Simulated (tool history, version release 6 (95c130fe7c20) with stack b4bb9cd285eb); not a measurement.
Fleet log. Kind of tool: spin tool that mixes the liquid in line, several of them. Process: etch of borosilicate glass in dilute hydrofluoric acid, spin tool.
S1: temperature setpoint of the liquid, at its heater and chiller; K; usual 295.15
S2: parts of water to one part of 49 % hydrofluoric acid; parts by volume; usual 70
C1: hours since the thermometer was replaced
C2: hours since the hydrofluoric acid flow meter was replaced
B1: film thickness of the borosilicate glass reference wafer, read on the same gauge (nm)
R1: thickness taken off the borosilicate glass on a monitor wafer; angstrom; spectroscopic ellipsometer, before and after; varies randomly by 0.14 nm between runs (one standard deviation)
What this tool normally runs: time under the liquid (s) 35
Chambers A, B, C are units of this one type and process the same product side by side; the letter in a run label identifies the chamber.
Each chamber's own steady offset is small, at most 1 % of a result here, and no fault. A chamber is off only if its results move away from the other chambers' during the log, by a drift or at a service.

{"run": "1C", "hour": 13.1, "S1": 295.15, "S2": 70, "time under the liquid (s)": 35, "C1": 463.2, "C2": 786.0, "B1": 79.985, "R1": 152.26}
{"run": "2A", "hour": 20.2, "S1": 295.15, "S2": 70, "time under the liquid (s)": 35, "C1": 980.6, "C2": 178.8, "B1": 79.988, "R1": 152.17}
{"run": "3B", "hour": 31.9, "S1": 295.15, "S2": 70, "time under the liquid (s)": 35, "C1": 205.9, "C2": 33.0, "B1": 80.026, "R1": 152.39}
{"run": "4B", "hour": 43.9, "S1": 295.15, "S2": 70, "time under the liquid (s)": 35, "C1": 217.9, "C2": 45.0, "B1": 80.014, "R1": 151.18}
{"run": "5C", "hour": 50.8, "S1": 295.15, "S2": 70, "time under the liquid (s)": 35, "C1": 500.9, "C2": 823.7, "B1": 80.013, "R1": 152.64}
{"run": "6A", "hour": 57.2, "S1": 295.15, "S2": 70, "time under the liquid (s)": 35, "C1": 1017.6, "C2": 215.8, "B1": 79.987, "R1": 150.38}
{"run": "7A", "hour": 64.6, "S1": 295.15, "S2": 70, "time under the liquid (s)": 35, "C1": 1025.0, "C2": 223.2, "B1": 79.998, "R1": 150.57}
{"run": "8B", "hour": 77.8, "S1": 295.15, "S2": 70, "time under the liquid (s)": 35, "C1": 251.8, "C2": 78.9, "B1": 79.994, "R1": 149.98}
{"run": "9C", "hour": 84.1, "S1": 295.15, "S2": 70, "time under the liquid (s)": 15, "C1": 534.2, "C2": 857.0, "B1": 80.002, "R1": 63.065}
{"run": "10C", "hour": 93.0, "S1": 295.15, "S2": 70, "time under the liquid (s)": 15, "C1": 543.1, "C2": 865.9, "B1": 80.016, "R1": 62.34}
{"run": "11A", "hour": 104.7, "S1": 295.15, "S2": 70, "time under the liquid (s)": 15, "C1": 1065.1, "C2": 263.3, "B1": 80.035, "R1": 64.992}
{"run": "12B", "hour": 111.1, "S1": 295.15, "S2": 70, "time under the liquid (s)": 35, "C1": 285.1, "C2": 112.2, "B1": 80.006, "R1": 151.25}
{"run": "13A", "hour": 119.4, "S1": 295.15, "S2": 70, "time under the liquid (s)": 35, "C1": 1079.8, "C2": 278.0, "B1": 80.005, "R1": 151.3}
{"run": "14C", "hour": 133.1, "S1": 295.15, "S2": 70, "time under the liquid (s)": 35, "C1": 583.2, "C2": 906.0, "B1": 79.991, "R1": 142.56}
{"run": "15B", "hour": 141.2, "S1": 295.15, "S2": 70, "time under the liquid (s)": 35, "C1": 315.2, "C2": 142.3, "B1": 79.998, "R1": 152.98}
{"run": "16B", "hour": 149.3, "S1": 295.15, "S2": 70, "time under the liquid (s)": 35, "C1": 323.3, "C2": 150.4, "B1": 80.009, "R1": 152.15}
{"run": "17C", "hour": 156.9, "S1": 295.15, "S2": 70, "time under the liquid (s)": 35, "C1": 607.0, "C2": 929.8, "B1": 79.994, "R1": 140.61}
{"run": "18A", "hour": 170.3, "S1": 295.15, "S2": 70, "time under the liquid (s)": 35, "C1": 1130.7, "C2": 328.9, "B1": 80.018, "R1": 153.65}
{"run": "19C", "hour": 178.3, "S1": 295.15, "S2": 70, "time under the liquid (s)": 35, "C1": 628.4, "C2": 951.2, "B1": 79.984, "R1": 137.81}
{"run": "20A", "hour": 186.1, "S1": 295.15, "S2": 70, "time under the liquid (s)": 35, "C1": 1146.5, "C2": 344.7, "B1": 79.966, "R1": 150.88}
{"run": "21B", "hour": 198.9, "S1": 295.15, "S2": 45, "time under the liquid (s)": 35, "C1": 372.9, "C2": 200.0, "B1": 80.013, "R1": 243.11}

For the next run the whole fleet of 3 chambers uses the same settings. Give each chamber's results:
{"run": "22A", "hour": 208.9, "S1": 295.15, "S2": 70, "time under the liquid (s)": 35, "R1": "?"}
{"run": "22B", "hour": 208.9, "S1": 295.15, "S2": 70, "time under the liquid (s)": 35, "R1": "?"}
{"run": "22C", "hour": 208.9, "S1": 295.15, "S2": 70, "time under the liquid (s)": 35, "R1": "?"}

run=22A R1=152.030
run=22B R1=152.320
run=22C R1=134.610

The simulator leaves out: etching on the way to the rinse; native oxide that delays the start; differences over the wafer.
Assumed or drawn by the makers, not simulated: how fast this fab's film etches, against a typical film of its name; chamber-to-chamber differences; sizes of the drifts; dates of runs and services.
